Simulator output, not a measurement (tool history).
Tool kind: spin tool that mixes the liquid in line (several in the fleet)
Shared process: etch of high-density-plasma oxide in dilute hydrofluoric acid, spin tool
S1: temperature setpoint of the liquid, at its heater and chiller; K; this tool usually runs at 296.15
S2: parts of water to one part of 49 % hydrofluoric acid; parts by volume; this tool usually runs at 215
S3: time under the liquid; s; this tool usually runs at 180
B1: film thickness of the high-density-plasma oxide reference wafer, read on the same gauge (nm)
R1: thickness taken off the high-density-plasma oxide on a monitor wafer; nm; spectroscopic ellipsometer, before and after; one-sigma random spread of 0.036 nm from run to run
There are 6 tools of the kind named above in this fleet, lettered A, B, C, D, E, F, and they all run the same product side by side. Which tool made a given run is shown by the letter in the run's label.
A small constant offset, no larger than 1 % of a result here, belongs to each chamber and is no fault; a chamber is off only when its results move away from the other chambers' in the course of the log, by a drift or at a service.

run     day      S1   S2   S3      B1      R1
 1B   0.283  296.15  215  180  50.000  3.6068
 2A   0.550  296.15  215  180  50.017  3.6107
 3E   0.875  296.15  215  180  50.006  3.6475
 4F   1.129  296.15  215  180  50.007  3.6296
 5C   1.454  292.15  215   80  50.000  1.3791
 6D   1.654  292.15  215   80  49.975  1.3659
 7F   1.929  292.15  215   80  50.039  1.4137
 8B   2.338  292.15  215   80  50.028  1.4021
 9E   2.592  292.15  215   80  49.971  1.3621
10D   2.925  292.15  215   80  49.976  1.4068
11C   3.179  296.15  215  180  50.009  3.5820
12A   3.404  296.15  215  180  50.000  3.6598
13C   3.708  296.15  215  180  49.975  3.5758
14B   3.996  296.15  215  180  49.982  3.6657
15A   4.212  296.15  300   85  49.973  1.1295
16E   4.429  296.15  300   85  49.977  1.1155
17F   4.662  296.15  300   85  49.995  1.1226
18D   4.917  296.15  300   85  50.002  1.1300
19B   5.267  296.15  300   85  50.010  1.1906
20F   5.625  296.15  300   85  50.016  1.1225
21E   6.012  296.15  215  180  50.000  3.5495
22C   6.371  296.15  215  180  49.996  3.5911
23D   6.612  296.15  215  180  50.011  3.5859
24A   6.938  296.15  215  180  49.997  3.6035
25A   7.317  296.15  215  180  49.993  3.5902
26D   7.667  296.15  215  180  50.029  3.5910
27C   7.996  296.15  215  180  49.995  3.5868
28F   8.392  296.15  215  180  50.010  3.6747
29E   8.804  296.15  215  180  49.953  3.5851
30B   9.092  296.15  215  180  50.041  3.7527
31F   9.354  296.15  215  180  49.966  3.6544
32A   9.617  296.15  215  180  49.974  3.6771
33B   9.938  296.15  215  180  50.000  3.8875
34C  10.225  296.15  215  180  49.989  3.5640
35D  10.417  296.15  215  180  50.061  3.6257
36E  10.817  296.15  215  180  49.981  3.6177

What goes on in this fleet: one chamber off, a drifting gauge, or nothing beyond the chambers' own small offsets? Name the chamber and the cause, if any.

One chamber, B, drifts off from the rest bit by bit.
Likeliest cause: hydrofluoric acid flow above the setpoint (%) = 4.93.
It could be hard to tell apart here from: liquid hotter than its thermometer reads (K).

Which of the 4 candidates below, each the usual settings with something changed and its results left as question marks, puts chamber B back in line with what the other chambers give on the usual settings?
To be in line, a result may differ from the other chambers' mean on the usual settings by at most: R1 0.1300 nm
37B-1  11.121  295.65  235  180       ?
37B-2  11.121  296.15  210  185       ?
37B-3  11.121  299.65  215  180       ?
37B-4  11.121  296.15  220  175       ?

Mean of the other chambers on the usual settings: R1 3.6194 nm
  run      R1
37B-1  3.3801
37B-2  4.0545
37B-3  4.3655
37B-4  3.6263
Change 37B-4 lands the chamber within the allowed miss of the other chambers.
